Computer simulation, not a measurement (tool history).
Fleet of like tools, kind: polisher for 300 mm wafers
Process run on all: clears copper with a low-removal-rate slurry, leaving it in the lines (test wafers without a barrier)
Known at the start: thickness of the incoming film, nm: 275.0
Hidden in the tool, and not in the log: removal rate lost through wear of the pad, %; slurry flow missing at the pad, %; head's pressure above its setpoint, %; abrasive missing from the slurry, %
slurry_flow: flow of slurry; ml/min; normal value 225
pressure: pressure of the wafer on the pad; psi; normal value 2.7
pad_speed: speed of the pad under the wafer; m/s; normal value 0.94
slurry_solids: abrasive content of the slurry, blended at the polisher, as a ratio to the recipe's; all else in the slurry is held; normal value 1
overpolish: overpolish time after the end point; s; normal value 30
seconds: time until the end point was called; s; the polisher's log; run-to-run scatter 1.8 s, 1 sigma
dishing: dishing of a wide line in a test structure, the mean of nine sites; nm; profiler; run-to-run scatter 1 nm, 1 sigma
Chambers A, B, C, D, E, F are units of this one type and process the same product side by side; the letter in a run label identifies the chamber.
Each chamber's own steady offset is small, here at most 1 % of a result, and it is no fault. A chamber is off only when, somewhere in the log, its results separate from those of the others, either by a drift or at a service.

run   hour  slurry_flow  pressure  pad_speed  slurry_solids  overpolish  wafers polished on this pad  hours since the slurry nozzle was cleaned  hours since the head pressure was calibrated  hours since the slurry blender was calibrated  seconds  dishing
 1B    3.2          225       2.7       0.94              1          30                          930                                      513.3                                          32.4                                          118.2  129.910   43.735
 2D    8.5          225       2.7       0.94              1          30                          324                                      180.4                                         650.9                                           12.7  127.620   42.011
 3A   12.9          225       2.7       0.94              1          30                          507                                      612.4                                          40.5                                          115.0  125.540   42.694
      14.5  -- chamber B: slurry nozzle cleaned
 4F   16.6          225       2.7       0.94              1          30                          501                                      418.8                                         300.9                                          112.2  125.950   43.744
 5C   20.5          225       2.7       0.94              1          30                          420                                      195.3                                         291.1                                          103.7  125.480   42.678
 6E   26.2          225       2.7       0.94              1          30                          464                                      295.0                                         458.5                                          130.6  129.290   43.640
 7E   30.8          225       2.7       0.94              1          30                          493                                      299.6                                         463.1                                          135.2  126.400   41.607
      33.9  -- chamber C: worn pad replaced by a new one
 8C   35.8          225       2.7       0.94              1          30                           11                                      210.6                                         306.4                                          119.0  127.740   42.389
 9A   40.6          225       2.7       0.94              1          30                          676                                      640.1                                          68.2                                          142.7  123.790   43.871
10F   46.8          225       2.7       0.94              1          30                          686                                      449.0                                         331.1                                          142.4  124.350   43.899
11B   51.5          225       2.7       0.94              1          30                         1226                                       37.0                                          80.7                                          166.5  127.810   43.904
      54.2  -- chamber E: worn pad replaced by a new one
      54.7  -- chamber B: worn pad replaced by a new one
12D   56.0          225       2.7       0.94              1          30                          614                                      227.9                                         698.4                                           60.2  126.670   42.201
13E   61.7          225       2.7       0.94              1          30                           45                                      330.5                                         494.0                                          166.1  127.790   41.109
14C   68.1          225       2.7       0.74              1          41                          209                                      242.9                                         338.7                                          151.3  162.120   44.893
15A   74.5          225       2.7       0.74              1          41                          883                                      674.0                                         102.1                                          176.6  162.800   46.182
      80.7  -- chamber F: worn pad replaced by a new one
16B   81.5          225       2.7       0.74              1          41                          164                                       67.0                                         110.7                                          196.5  165.070   45.948
17D   87.7          225       2.7       0.74              1          41                          808                                      259.6                                         730.1                                           91.9  165.860   45.717
18F   93.3          225       2.7       0.74              1          41                           77                                      495.5                                         377.6                                          188.9  157.600   45.436
19E   98.9          225       2.7       0.74              1          41                          273                                      367.7                                         531.2                                          203.3  168.550   45.616
20B  106.0          225       2.7       0.94              1          30                          313                                       91.5                                         135.2                                          221.0  126.710   43.117
21A  109.3          225       2.7       0.94              1          30                         1096                                      708.8                                         136.9                                          211.4  124.880   43.912
22D  113.6          225       2.7       0.94              1          30                          967                                      285.5                                         756.0                                          117.8  136.810   41.143
23F  117.4          290       2.7       1.18              1          30                          224                                      519.6                                         401.7                                          213.0  101.390   51.141
     120.8  -- chamber E: slurry blender recalibrated
24C  121.2          290       2.7       1.18              1          30                          533                                      296.0                                         391.8                                          204.4   95.241   49.614
25E  127.4          290       2.7       1.18              1          30                          447                                      396.2                                         559.7                                            6.7   99.831   52.211
26D  131.3          290       2.7       1.18              1          30                         1075                                      303.2                                         773.7                                          135.5  104.500   48.578
     134.3  -- chamber C: worn pad replaced by a new one
27C  137.2          290       2.7       1.18              1          30                           17                                      312.0                                         407.8                                          220.4   99.717   52.127
28B  142.2          290       2.7       1.18              1          30                          535                                      127.7                                         171.4                                          257.2   96.889   54.367
     145.6  -- chamber A: worn pad replaced by a new one
29A  148.8          225       2.7       0.94              1          30                           19                                      748.3                                         176.4                                          250.9  124.900   42.304
30F  153.6          225       2.7       0.94              1          30                          446                                      555.8                                         437.9                                          249.2  126.160   41.767
31E  159.5          225       2.7       0.94              1          30                          643                                      428.3                                         591.8                                           38.8  128.960   44.292
32F  163.0          225       2.7       0.94              1          30                          503                                      565.2                                         447.3                                          258.6  126.650   43.393
33B  167.2          225       2.7       0.94              1          30                          688                                      152.7                                         196.4                                          282.2  126.230   42.157
34A  171.3          225       2.7       0.94              1          30                          157                                      770.8                                         198.9                                          273.4  126.460   40.412
35D  178.0          225       2.7       0.94              1          30                         1360                                      349.9                                         820.4                                          182.2  142.490   39.870
36C  182.7          225       2.7       0.94              1          30                          295                                      357.5                                         453.3                                          265.9  126.300   44.418

Has any chamber moved away from the others, gradually or after a service, or does the common gauge drift, or do the chambers differ only by their own small steady offsets? State the chamber and the most likely cause if one applies.

Little by little, chamber D moves away from the other chambers.
Cause: removal rate lost through wear of the pad, % = 11.4.
With only this log, it may be confused with: head's pressure below its setpoint, %.

Chamber D could run next with any of the 4 candidate recipes listed below; each alters the usual settings, and their results appear as question marks. Which one brings its results back in line with what the other chambers deliver on the usual settings?
A result is in line if it is within this distance of the other chambers' mean on the usual settings: seconds 6.200 s; dishing 3.600 nm
37D-1  187.8          225       2.5       0.88              1          30                                                                                                                                                                             ?        ?
37D-2  187.8          220       2.4       0.84              1          31                                                                                                                                                                             ?        ?
37D-3  187.8          225       2.9       1.00              1          30                                                                                                                                                                             ?        ?
37D-4  187.8          230       3.0       1.04              1          29                                                                                                                                                                             ?        ?

The other chambers' mean on the usual settings: seconds 126.990 s; dishing 42.815 nm
  run  seconds  dishing
37D-1  167.940   34.133
37D-2  183.580   32.441
37D-3  127.800   43.372
37D-4  118.570   44.979
37D-3 puts the chamber back in line with the other chambers.
